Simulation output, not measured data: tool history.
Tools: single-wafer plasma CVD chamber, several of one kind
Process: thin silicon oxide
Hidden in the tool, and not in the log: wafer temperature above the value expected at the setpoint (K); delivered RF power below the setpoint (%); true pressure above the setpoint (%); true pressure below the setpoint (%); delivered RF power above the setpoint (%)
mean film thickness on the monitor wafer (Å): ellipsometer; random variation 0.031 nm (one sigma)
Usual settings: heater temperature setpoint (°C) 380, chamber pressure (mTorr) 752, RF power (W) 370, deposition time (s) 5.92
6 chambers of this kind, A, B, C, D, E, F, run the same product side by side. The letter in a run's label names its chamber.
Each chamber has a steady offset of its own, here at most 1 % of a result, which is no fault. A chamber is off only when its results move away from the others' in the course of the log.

run	hour	heater temperature setpoint (°C)	chamber pressure (mTorr)	RF power (W)	deposition time (s)	hours since the last thermocouple change	hours since the last RF generator calibration	hours since the last manometer calibration	read-back reference wafer on the same gauge, thickness_nm	mean film thickness on the monitor wafer (Å)
1D	8.2	380	752	370	5.92	171.8	455.9	195.3	11.395	112.9
2A	13.5	380	752	370	5.92	949.1	388.5	292.5	11.401	112.57
3F	20.5	380	752	370	5.92	2467.9	1681.3	2436.6	11.407	113.84
4B	31.9	380	752	370	5.92	493.4	124.4	522.7	11.397	112.41
5C	39.4	380	752	370	5.92	1405.8	146.6	589	11.4	113.79
6E	47.1	372	752	300	5.92	163.3	1576.9	61.7	11.396	104.67
7E	57.2	372	752	300	5.92	173.4	1587	71.8	11.397	104.71
8A	66.3	372	752	300	5.92	1001.9	441.3	345.3	11.407	104.51
# hour 72.9: chamber F: thermocouple changed; heater temperature recalibrated
9D	73.3	372	752	300	5.92	236.9	521	260.4	11.399	104.47
10B	83.4	372	752	300	5.92	544.9	175.9	574.2	11.404	104.04
# hour 90.7: chamber E: RF generator calibrated
11F	91.8	372	752	300	5.92	19	1752.6	2507.9	11.404	105.12
12C	99	380	752	370	5.92	1465.4	206.2	648.6	11.401	113.28
13E	106.6	380	752	310	5.92	222.8	15.9	121.2	11.4	105.96
14B	112.6	380	752	310	5.92	574.1	205.1	603.4	11.401	105.85
15C	120	380	752	310	5.92	1486.4	227.2	669.6	11.399	105.97
16D	128.1	380	752	310	5.92	291.7	575.8	315.2	11.404	105.19
17F	137.7	380	752	310	5.92	64.9	1798.5	2553.8	11.408	105.94
18A	149.1	380	752	310	5.92	1084.7	524.1	428.1	11.399	104.84
19B	160.4	380	752	370	5.92	621.9	252.9	651.2	11.392	112.75
20F	167.9	380	752	370	5.42	95.1	1828.7	2584	11.403	103.33
21D	176.7	380	752	370	5.42	340.3	624.4	363.8	11.401	102.45
22C	186.9	380	752	370	5.42	1553.3	294.1	736.5	11.4	104.31
23A	196.1	380	752	370	5.42	1131.7	571.1	475.1	11.406	103.13
24E	207.8	380	752	370	5.42	324	117.1	222.4	11.4	104.04
25A	217.9	380	752	370	5.42	1153.5	592.9	496.9	11.405	103.52
26B	226	380	596	400	5.92	687.5	318.5	716.8	11.4	90.735
27E	233.5	380	596	400	5.92	349.7	142.8	248.1	11.393	90.954
28D	243.1	380	596	400	5.92	406.7	690.8	430.2	11.406	89.232
29F	249.3	380	596	400	5.92	176.5	1910.1	2665.4	11.403	91.101
30C	256.6	380	596	400	5.92	1623	363.8	806.2	11.401	91.676
31A	265.6	380	596	400	5.92	1201.2	640.6	544.6	11.398	90.607
32F	273.4	380	752	370	5.92	200.6	1934.2	2689.5	11.391	113.44
33C	285	380	752	370	5.92	1651.4	392.2	834.6	11.393	113.79
34E	293.1	380	752	370	5.92	409.3	202.4	307.7	11.404	113.19
35D	298.5	380	752	370	5.92	462.1	746.2	485.6	11.403	109.86
36B	307.4	380	752	370	5.92	768.9	399.9	798.2	11.401	112.33
37C	313.7	380	752	370	5.92	1680.1	420.9	863.3	11.387	114.03
38B	325.4	380	752	370	5.92	786.9	417.9	816.2	11.395	112.47
# hour 335.8: chamber F: RF generator calibrated
39F	335.9	380	752	370	5.92	263.1	0.2	2752	11.398	113.53
40A	342.9	380	752	370	5.92	1278.5	717.9	621.9	11.396	112.76
41E	351.7	380	752	370	5.92	467.9	261	366.3	11.396	113.74
42D	357.1	380	752	370	5.92	520.7	804.8	544.2	11.396	109.62
43C	364.5	380	752	370	5.92	1730.9	471.7	914.1	11.404	114.22

Next, every chamber runs the same settings. What will each give?
44A	373	380	752	370	5.92					?
44B	373	380	752	370	5.92					?
44C	373	380	752	370	5.92					?
44D	373	380	752	370	5.92					?
44E	373	380	752	370	5.92					?
44F	373	380	752	370	5.92					?

run	mean film thickness on the monitor wafer (Å)
44A	112.53
44B	113.31
44C	113.29
44D	109.54
44E	113.18
44F	113.41
